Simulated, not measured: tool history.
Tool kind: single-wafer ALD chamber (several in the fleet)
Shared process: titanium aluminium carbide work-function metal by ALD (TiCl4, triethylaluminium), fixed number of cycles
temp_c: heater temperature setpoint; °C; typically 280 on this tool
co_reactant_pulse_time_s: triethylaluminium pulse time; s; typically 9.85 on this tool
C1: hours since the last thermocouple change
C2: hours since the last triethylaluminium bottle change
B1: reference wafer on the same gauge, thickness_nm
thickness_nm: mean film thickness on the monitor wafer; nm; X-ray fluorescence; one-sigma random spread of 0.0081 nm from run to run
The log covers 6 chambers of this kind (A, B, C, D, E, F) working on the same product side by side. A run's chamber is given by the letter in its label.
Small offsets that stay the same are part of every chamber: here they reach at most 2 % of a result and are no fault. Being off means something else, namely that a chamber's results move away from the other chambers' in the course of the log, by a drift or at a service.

Run 1B, hour 8.2: usual settings; C1 2439.0; C2 1025.1; B1 1.7493. Result: thickness_nm 1.8498 nm.
Run 2E, hour 16.3: usual settings; C1 1019.8; C2 245.2; B1 1.7486. Result: thickness_nm 1.8341 nm.
At hour 20.7: chamber B: triethylaluminium bottle replaced.
Run 3F, hour 22.0: usual settings; C1 321.8; C2 302.7; B1 1.7530. Result: thickness_nm 1.8263 nm.
Run 4C, hour 29.6: usual settings; C1 1702.5; C2 1118.3; B1 1.7494. Result: thickness_nm 1.8235 nm.
Run 5A, hour 35.1: usual settings; C1 1534.8; C2 1049.1; B1 1.7501. Result: thickness_nm 1.8378 nm.
Run 6D, hour 41.6: usual settings; C1 1910.2; C2 608.7; B1 1.7476. Result: thickness_nm 1.8140 nm.
Run 7F, hour 48.5: usual settings; C1 348.3; C2 329.2; B1 1.7496. Result: thickness_nm 1.8256 nm.
At hour 55.8: chamber C: thermocouple changed; heater temperature recalibrated.
Run 8B, hour 57.6: usual settings; C1 2488.4; C2 37.0; B1 1.7494. Result: thickness_nm 1.8485 nm.
At hour 59.5: chamber D: thermocouple changed; heater temperature recalibrated.
Run 9D, hour 66.2: usual settings; C1 6.7; C2 633.3; B1 1.7518. Result: thickness_nm 1.8308 nm.
Run 10E, hour 75.1: usual settings but temp_c 273 °C; C1 1078.6; C2 304.0; B1 1.7501. Result: thickness_nm 1.7812 nm.
Run 11A, hour 82.8: usual settings but temp_c 273 °C; C1 1582.5; C2 1096.8; B1 1.7483. Result: thickness_nm 1.7756 nm.
Run 12C, hour 92.3: usual settings but temp_c 273 °C; C1 36.6; C2 1181.0; B1 1.7502. Result: thickness_nm 1.7633 nm.
Run 13A, hour 99.8: usual settings but temp_c 273 °C; C1 1599.5; C2 1113.8; B1 1.7502. Result: thickness_nm 1.7719 nm.
Run 14B, hour 108.0: usual settings but temp_c 273 °C; C1 2538.8; C2 87.4; B1 1.7503. Result: thickness_nm 1.8052 nm.
Run 15E, hour 113.8: usual settings but temp_c 273 °C; C1 1117.3; C2 342.7; B1 1.7506. Result: thickness_nm 1.7799 nm.
Run 16F, hour 122.7: usual settings; C1 422.5; C2 403.4; B1 1.7487. Result: thickness_nm 1.8213 nm.
Run 17C, hour 131.3: usual settings but temp_c 270 °C; C1 75.6; C2 1220.0; B1 1.7490. Result: thickness_nm 1.7311 nm.
Run 18D, hour 138.5: usual settings but temp_c 270 °C; C1 79.0; C2 705.6; B1 1.7500. Result: thickness_nm 1.7433 nm.
Run 19F, hour 143.2: usual settings but temp_c 270 °C; C1 443.0; C2 423.9; B1 1.7501. Result: thickness_nm 1.7493 nm.
At hour 147.7: chamber E: thermocouple changed; heater temperature recalibrated.
Run 20A, hour 148.8: usual settings but temp_c 270 °C; C1 1648.5; C2 1162.8; B1 1.7509. Result: thickness_nm 1.7466 nm.
Run 21E, hour 158.1: usual settings but temp_c 270 °C; C1 10.4; C2 387.0; B1 1.7495. Result: thickness_nm 1.7461 nm.
At hour 166.9: chamber B: thermocouple changed; heater temperature recalibrated.
Run 22B, hour 166.9: usual settings but temp_c 270 °C; C1 0.1; C2 146.3; B1 1.7506. Result: thickness_nm 1.7758 nm.
Run 23C, hour 173.6: usual settings; C1 117.9; C2 1262.3; B1 1.7495. Result: thickness_nm 1.8095 nm.
Run 24D, hour 180.2: usual settings but co_reactant_pulse_time_s 11.73 s; C1 120.7; C2 747.3; B1 1.7498. Result: thickness_nm 1.8389 nm.
Run 25F, hour 189.3: usual settings but co_reactant_pulse_time_s 11.73 s; C1 489.1; C2 470.0; B1 1.7518. Result: thickness_nm 1.8460 nm.
Run 26E, hour 193.6: usual settings but co_reactant_pulse_time_s 11.73 s; C1 45.9; C2 422.5; B1 1.7499. Result: thickness_nm 1.8753 nm.
Run 27D, hour 201.8: usual settings but co_reactant_pulse_time_s 11.73 s; C1 142.3; C2 768.9; B1 1.7485. Result: thickness_nm 1.8407 nm.
Run 28A, hour 211.4: usual settings but co_reactant_pulse_time_s 11.73 s; C1 1711.1; C2 1225.4; B1 1.7503. Result: thickness_nm 1.8677 nm.
Run 29B, hour 217.8: usual settings but co_reactant_pulse_time_s 11.73 s; C1 51.0; C2 197.2; B1 1.7501. Result: thickness_nm 1.8845 nm.
Run 30C, hour 223.6: usual settings; C1 167.9; C2 1312.3; B1 1.7509. Result: thickness_nm 1.8320 nm.
Run 31B, hour 229.3: usual settings; C1 62.5; C2 208.7; B1 1.7484. Result: thickness_nm 1.8636 nm.
Run 32D, hour 234.3: usual settings; C1 174.8; C2 801.4; B1 1.7496. Result: thickness_nm 1.8335 nm.
Run 33E, hour 239.4: usual settings; C1 91.7; C2 468.3; B1 1.7499. Result: thickness_nm 1.8402 nm.
Run 34C, hour 248.9: usual settings; C1 193.2; C2 1337.6; B1 1.7508. Result: thickness_nm 1.8266 nm.
Run 35A, hour 253.7: usual settings but temp_c 288 °C, co_reactant_pulse_time_s 12.45 s; C1 1753.4; C2 1267.7; B1 1.7515. Result: thickness_nm 1.9432 nm.
Run 36F, hour 258.5: usual settings but temp_c 288 °C, co_reactant_pulse_time_s 12.45 s; C1 558.3; C2 539.2; B1 1.7499. Result: thickness_nm 1.9302 nm.
Run 37B, hour 265.1: usual settings but temp_c 288 °C, co_reactant_pulse_time_s 12.45 s; C1 98.3; C2 244.5; B1 1.7479. Result: thickness_nm 1.9690 nm.
Run 38D, hour 274.8: usual settings but temp_c 288 °C, co_reactant_pulse_time_s 12.45 s; C1 215.3; C2 841.9; B1 1.7519. Result: thickness_nm 1.9215 nm.

Each of the 6 chambers runs these same settings next. Fill in every chamber's results:
Run 39A, hour 281.8: usual settings. Result: thickness_nm ?.
Run 39B, hour 281.8: usual settings. Result: thickness_nm ?.
Run 39C, hour 281.8: usual settings. Result: thickness_nm ?.
Run 39D, hour 281.8: usual settings. Result: thickness_nm ?.
Run 39E, hour 281.8: usual settings. Result: thickness_nm ?.
Run 39F, hour 281.8: usual settings. Result: thickness_nm ?.

run  thickness_nm
39A        1.8399
39B        1.8573
39C        1.8236
39D        1.8342
39E        1.8451
39F        1.8243
